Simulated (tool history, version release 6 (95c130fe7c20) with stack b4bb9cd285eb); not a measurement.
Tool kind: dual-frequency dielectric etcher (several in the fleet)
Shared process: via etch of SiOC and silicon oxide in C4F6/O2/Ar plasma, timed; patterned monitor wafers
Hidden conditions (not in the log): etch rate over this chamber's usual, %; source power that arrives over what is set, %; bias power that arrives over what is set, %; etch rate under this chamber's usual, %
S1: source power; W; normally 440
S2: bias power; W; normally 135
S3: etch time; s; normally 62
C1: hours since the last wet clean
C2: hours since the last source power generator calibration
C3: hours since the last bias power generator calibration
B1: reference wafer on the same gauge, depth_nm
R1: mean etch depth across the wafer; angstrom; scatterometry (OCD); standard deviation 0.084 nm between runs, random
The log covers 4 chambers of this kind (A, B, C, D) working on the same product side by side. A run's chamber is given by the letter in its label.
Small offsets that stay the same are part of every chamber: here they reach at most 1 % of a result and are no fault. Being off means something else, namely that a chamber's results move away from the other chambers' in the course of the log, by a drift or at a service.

run	hour	S1	S2	S3	C1	C2	C3	B1	R1
1C	10	440	135	62	373.4	2522.3	1925.2	60.781	661.95
# hour 20.4: chamber A: wet clean of the chamber
2B	21.4	440	135	62	243.5	25.8	1119.7	60.763	664.1
3D	32.3	440	135	62	573.4	226.6	741.2	60.77	667.05
4A	41.5	440	135	62	21.1	2694.8	1905.9	60.772	660.54
5C	48.7	540	112	62	412.1	2561	1963.9	60.744	680.42
6D	58.1	540	112	62	599.2	252.4	767	60.725	685.38
7B	68.6	540	112	62	290.7	73	1166.9	60.756	683.23
8A	77.9	540	112	62	57.5	2731.2	1942.3	60.733	678.19
# hour 79.7: chamber D: wet clean of the chamber
9D	90	440	135	62	10.3	284.3	798.9	60.715	667.61
10B	100.1	440	135	62	322.2	104.5	1198.4	60.699	663.43
11C	113.4	440	135	62	476.8	2625.7	2028.6	60.688	660.5
12A	126.4	440	135	62	106	2779.7	1990.8	60.668	659.66
13B	139.6	440	135	62	361.7	144	1237.9	60.655	663.86
14D	150.8	440	135	62	71.1	345.1	859.7	60.67	667.91
15C	159.5	510	135	79	522.9	2671.8	2074.7	60.657	893.89
16A	166.2	510	135	79	145.8	2819.5	2030.6	60.642	888.58
17D	174.1	510	135	79	94.4	368.4	883	60.632	900.09
# hour 174.9: chamber C: wet clean of the chamber
18A	187.6	510	135	79	167.2	2840.9	2052	60.618	889.56
19C	194.8	440	135	62	19.9	2707.1	2110	60.631	660.38
20B	203	440	135	62	425.1	207.4	1301.3	60.606	661.89
21A	209.1	440	135	62	188.7	2862.4	2073.5	60.607	657.29
22D	217.8	520	135	62	138.1	412.1	926.7	60.595	712.25
23C	224.3	520	135	62	49.4	2736.6	2139.5	60.571	704.99
24B	232	520	135	62	454.1	236.4	1330.3	60.598	707.79
25C	240.7	520	135	62	65.8	2753	2155.9	60.591	705.51
# hour 241.4: chamber C: source power generator calibrated
26A	253.6	440	135	62	233.2	2906.9	2118	60.569	657.84
27D	266.3	380	104	62	186.6	460.6	975.2	60.532	579.68
28B	275.3	380	104	62	497.4	279.7	1373.6	60.574	576.5
29B	284.8	380	104	62	506.9	289.2	1383.1	60.533	577.33
30A	295.6	380	104	62	275.2	2948.9	2160	60.503	575.16
31D	305	440	135	62	225.3	499.3	1013.9	60.516	665.39
32C	311.4	440	135	62	136.5	70	2226.6	60.505	659.29
33A	321.1	440	135	62	300.7	2974.4	2185.5	60.511	657.63
34B	327.3	540	135	72.5	549.4	331.7	1425.6	60.481	838.37

Read the log: is a single chamber off, either drifting away or since a service, is the gauge that measures every chamber drifting, or is nothing wrong beyond small per-chamber offsets? Name any odd chamber and what most likely caused it.

None of the chambers is off. What moves is the gauge, dragging all their readings along together.
Cause: gauge reads low (%) = 0.521.
